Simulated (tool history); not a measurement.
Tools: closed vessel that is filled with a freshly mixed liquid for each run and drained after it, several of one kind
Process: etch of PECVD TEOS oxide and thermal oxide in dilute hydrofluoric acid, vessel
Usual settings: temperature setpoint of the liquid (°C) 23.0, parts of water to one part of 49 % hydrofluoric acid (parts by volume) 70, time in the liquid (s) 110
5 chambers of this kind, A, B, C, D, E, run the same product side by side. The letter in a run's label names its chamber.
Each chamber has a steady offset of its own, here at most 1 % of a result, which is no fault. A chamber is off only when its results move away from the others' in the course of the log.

run,hour,temperature setpoint of the liquid (°C),parts of water to one part of 49 % hydrofluoric acid (parts by volume),time in the liquid (s),"read-back film thickness of the PECVD TEOS oxide reference wafer, read on the same gauge (nm)","read-back film thickness of the thermal oxide reference wafer, read on the same gauge (nm)",thickness taken off the PECVD TEOS oxide on a monitor wafer (nm),thickness taken off the thermal oxide on a monitor wafer (nm)
1E,9.6,23.0,70,110,130.00,69.990,42.509,7.4667
2D,19.1,23.0,70,110,129.96,69.966,42.584,7.5087
3C,28.1,23.0,70,110,129.96,69.990,42.180,7.4652
4A,35.1,23.0,70,110,130.00,69.967,42.828,7.5518
5B,44.0,23.0,70,110,130.01,70.026,42.536,7.5747
6D,50.9,23.0,70,110,129.96,70.024,41.799,7.5104
7E,59.9,23.0,70,110,130.02,69.982,42.258,7.4970
8C,70.8,23.0,70,110,130.04,70.007,42.189,7.5101
9A,80.0,23.0,70,110,130.00,70.023,42.528,7.5405
10B,88.0,23.0,70,110,130.03,69.935,41.997,7.5512
11A,94.8,23.0,70,110,130.01,69.982,42.916,7.5780
12C,105.2,23.0,70,110,129.99,70.027,41.917,7.4052
13B,114.8,23.0,70,110,130.01,69.983,42.735,7.5236
14E,123.4,23.0,70,110,130.00,70.013,41.626,7.4895
15D,130.0,23.0,70,110,130.01,70.001,42.218,7.4782
16A,140.8,23.0,70,110,129.99,70.007,42.687,7.5669
17B,150.0,23.0,70,110,130.02,70.018,42.197,7.5187
# hour 154.8: chamber C: thermometer replaced
18C,158.6,23.0,70,110,129.99,70.015,42.480,7.4885
19D,168.2,23.0,55,90,130.00,70.020,44.585,7.9401
20E,177.1,23.0,55,90,130.02,70.031,44.760,7.9506
21E,183.5,23.0,55,90,129.99,70.014,44.949,7.8957
22A,193.7,23.0,55,90,130.00,69.982,45.298,8.0452
# hour 195.6: chamber D: hydrofluoric acid flow meter replaced
23D,200.5,23.0,55,90,129.97,69.996,44.996,7.9319
# hour 205.3: chamber E: hydrofluoric acid flow meter replaced
24C,206.9,23.0,70,110,130.04,70.025,42.625,7.4556
25B,214.6,23.0,70,110,130.01,69.991,42.661,7.5394
26E,220.7,23.0,70,75,130.02,70.028,28.858,5.0870
27A,226.6,23.0,70,75,129.97,69.983,29.057,5.1342
28D,233.6,23.0,70,75,130.05,69.993,28.213,5.1332
29B,243.7,23.0,70,75,130.02,70.016,28.920,5.1500
30C,249.8,23.0,70,75,130.02,70.030,28.711,5.0720
31C,257.0,23.0,70,110,130.02,70.047,41.887,7.4600
32B,266.2,23.0,70,110,130.02,70.017,42.857,7.5443
33D,274.9,23.0,70,110,129.99,70.027,42.595,7.5187
34A,281.3,26.5,70,110,129.99,70.000,48.870,8.6688
35E,289.1,26.5,70,110,130.02,70.022,49.080,8.6466
36E,295.7,26.5,70,110,129.98,70.032,48.564,8.6162
37B,305.0,26.5,70,110,130.00,69.994,48.939,8.7377
38C,310.3,26.5,70,110,129.96,69.993,48.803,8.5718
39D,316.4,23.0,70,110,129.98,69.977,41.837,7.5237
40A,321.9,23.0,70,110,129.99,69.978,42.397,7.5413
41A,330.5,23.0,70,110,130.01,70.003,42.480,7.5506
42E,336.5,23.0,70,110,130.04,70.048,42.211,7.5008
43B,344.7,23.0,70,110,130.00,69.986,42.066,7.5494

All 5 chambers run these settings next. Forecast each chamber's results:
44A,352.5,25.5,70,110,,,?,?
44B,352.5,25.5,70,110,,,?,?
44C,352.5,25.5,70,110,,,?,?
44D,352.5,25.5,70,110,,,?,?
44E,352.5,25.5,70,110,,,?,?

run,thickness taken off the PECVD TEOS oxide on a monitor wafer (nm),thickness taken off the thermal oxide on a monitor wafer (nm)
44A,47.079,8.3869
44B,47.422,8.4090
44C,45.867,8.2829
44D,46.268,8.2449
44E,46.407,8.3142

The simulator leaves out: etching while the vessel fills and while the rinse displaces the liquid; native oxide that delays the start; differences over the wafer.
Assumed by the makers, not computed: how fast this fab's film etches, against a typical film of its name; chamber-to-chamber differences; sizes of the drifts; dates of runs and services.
